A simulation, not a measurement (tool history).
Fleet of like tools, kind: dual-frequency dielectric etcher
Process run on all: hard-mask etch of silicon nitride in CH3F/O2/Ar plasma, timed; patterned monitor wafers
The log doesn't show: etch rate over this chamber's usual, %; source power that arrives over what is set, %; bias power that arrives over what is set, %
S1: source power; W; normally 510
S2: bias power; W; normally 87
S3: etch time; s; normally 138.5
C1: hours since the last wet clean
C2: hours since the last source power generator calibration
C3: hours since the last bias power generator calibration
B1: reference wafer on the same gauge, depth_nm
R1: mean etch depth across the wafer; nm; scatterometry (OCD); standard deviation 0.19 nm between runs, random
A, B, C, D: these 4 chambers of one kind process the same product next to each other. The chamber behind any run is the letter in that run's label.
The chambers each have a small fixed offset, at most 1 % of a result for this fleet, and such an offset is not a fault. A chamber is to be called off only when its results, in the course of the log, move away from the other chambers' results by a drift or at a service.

Run 1A, day 0.529: usual settings; C1 366.9; C2 1993.9; C3 2541.6; B1 125.9. Result: R1 113.63 nm.
Run 2B, day 0.904: usual settings; C1 422; C2 1344.5; C3 2498.6; B1 125.93. Result: R1 113.51 nm.
Run 3C, day 1.412: usual settings; C1 235.4; C2 1898.9; C3 1107.7; B1 125.85. Result: R1 113.85 nm.
Run 4D, day 2.012: usual settings; C1 318.1; C2 1452.4; C3 3575.8; B1 125.92. Result: R1 114.59 nm.
Run 5C, day 2.55: usual settings; C1 262.7; C2 1926.2; C3 1135; B1 125.87. Result: R1 113.42 nm.
Run 6D, day 3.033: usual settings; C1 342.6; C2 1476.9; C3 3600.3; B1 125.88. Result: R1 114.95 nm.
Run 7B, day 3.579: usual settings; C1 486.2; C2 1408.7; C3 2562.8; B1 125.85. Result: R1 113.48 nm.
Run 8A, day 4.05: usual settings; C1 451.4; C2 2078.4; C3 2626.1; B1 125.76. Result: R1 113.74 nm.
Run 9A, day 4.638: usual settings; C1 465.5; C2 2092.5; C3 2640.2; B1 125.78. Result: R1 113.3 nm.
Run 10D, day 5.108: usual settings; C1 392.4; C2 1526.7; C3 3650.1; B1 125.69. Result: R1 114.18 nm.
Run 11B, day 5.712: usual settings; C1 537.4; C2 1459.9; C3 2614; B1 125.68. Result: R1 113.74 nm.
Run 12C, day 6.258: usual settings; C1 351.7; C2 2015.2; C3 1224; B1 125.66. Result: R1 113.56 nm.
Run 13D, day 6.538: usual settings; C1 426.7; C2 1561; C3 3684.4; B1 125.71. Result: R1 114.19 nm.
Run 14B, day 7.033: usual settings; C1 569.1; C2 1491.6; C3 2645.7; B1 125.69. Result: R1 113.44 nm.
At day 7.217: chamber A: wet clean of the chamber.
Run 15A, day 7.512: usual settings but S1 630 W, S3 166 s; C1 7.1; C2 2161.5; C3 2709.2; B1 125.64. Result: R1 147.17 nm.
At day 7.629: chamber D: wet clean of the chamber.
Run 16C, day 7.925: usual settings but S1 630 W, S3 166 s; C1 391.7; C2 2055.2; C3 1264; B1 125.6. Result: R1 146.44 nm.
Run 17B, day 8.479: usual settings but S1 630 W, S3 166 s; C1 603.8; C2 1526.3; C3 2680.4; B1 125.6. Result: R1 147.09 nm.
Run 18C, day 9.083: usual settings but S1 630 W, S3 166 s; C1 419.5; C2 2083; C3 1291.8; B1 125.58. Result: R1 146.73 nm.
Run 19A, day 9.517: usual settings but S2 66 W, S3 172.5 s; C1 55.2; C2 2209.6; C3 2757.3; B1 125.56. Result: R1 128.48 nm.
Run 20D, day 10.075: usual settings but S2 66 W, S3 172.5 s; C1 58.7; C2 1645.9; C3 3769.3; B1 125.47. Result: R1 129.38 nm.
Run 21D, day 10.633: usual settings but S2 66 W, S3 172.5 s; C1 72.1; C2 1659.3; C3 3782.7; B1 125.52. Result: R1 129.29 nm.
At day 10.712: chamber B: wet clean of the chamber.
Run 22B, day 11.217: usual settings but S2 66 W, S3 172.5 s; C1 12.1; C2 1592; C3 2746.1; B1 125.43. Result: R1 128.35 nm.
Run 23C, day 11.775: usual settings; C1 484.1; C2 2147.6; C3 1356.4; B1 125.46. Result: R1 113.11 nm.
At day 12.162: chamber C: wet clean of the chamber.
Run 24A, day 12.317: usual settings; C1 122.4; C2 2276.8; C3 2824.5; B1 125.37. Result: R1 112.57 nm.
Run 25B, day 12.65: usual settings; C1 46.5; C2 1626.4; C3 2780.5; B1 125.35. Result: R1 113.01 nm.
Run 26C, day 12.925: usual settings; C1 18.4; C2 2175.2; C3 1384; B1 125.32. Result: R1 112.83 nm.
Run 27D, day 13.4: usual settings; C1 138.5; C2 1725.7; C3 3849.1; B1 125.35. Result: R1 114.09 nm.
Run 28A, day 13.675: usual settings; C1 155; C2 2309.4; C3 2857.1; B1 125.31. Result: R1 113.12 nm.
Run 29A, day 14.221: usual settings; C1 168.1; C2 2322.5; C3 2870.2; B1 125.29. Result: R1 112.96 nm.
Run 30B, day 14.792: usual settings; C1 97.9; C2 1677.8; C3 2831.9; B1 125.26. Result: R1 112.81 nm.
Run 31D, day 15.317: usual settings; C1 184.5; C2 1771.7; C3 3895.1; B1 125.22. Result: R1 113.93 nm.
Run 32C, day 15.662: usual settings; C1 84.1; C2 2240.9; C3 1449.7; B1 125.17. Result: R1 113.02 nm.
Run 33C, day 16.058: usual settings; C1 93.6; C2 2250.4; C3 1459.2; B1 125.24. Result: R1 113.11 nm.
Run 34A, day 16.646: usual settings; C1 226.3; C2 2380.7; C3 2928.4; B1 125.19. Result: R1 112.75 nm.
Run 35D, day 17.158: usual settings; C1 228.7; C2 1815.9; C3 3939.3; B1 125.15. Result: R1 113.57 nm.

What goes on in this fleet: one chamber off, a drifting gauge, or nothing beyond the chambers' own small offsets? Name the chamber and the cause, if any.

Every chamber seems to shift together because the gauge that measures them all drifts; the chambers themselves are fine.
What lies behind it: gauge reads low (%) = 0.694.
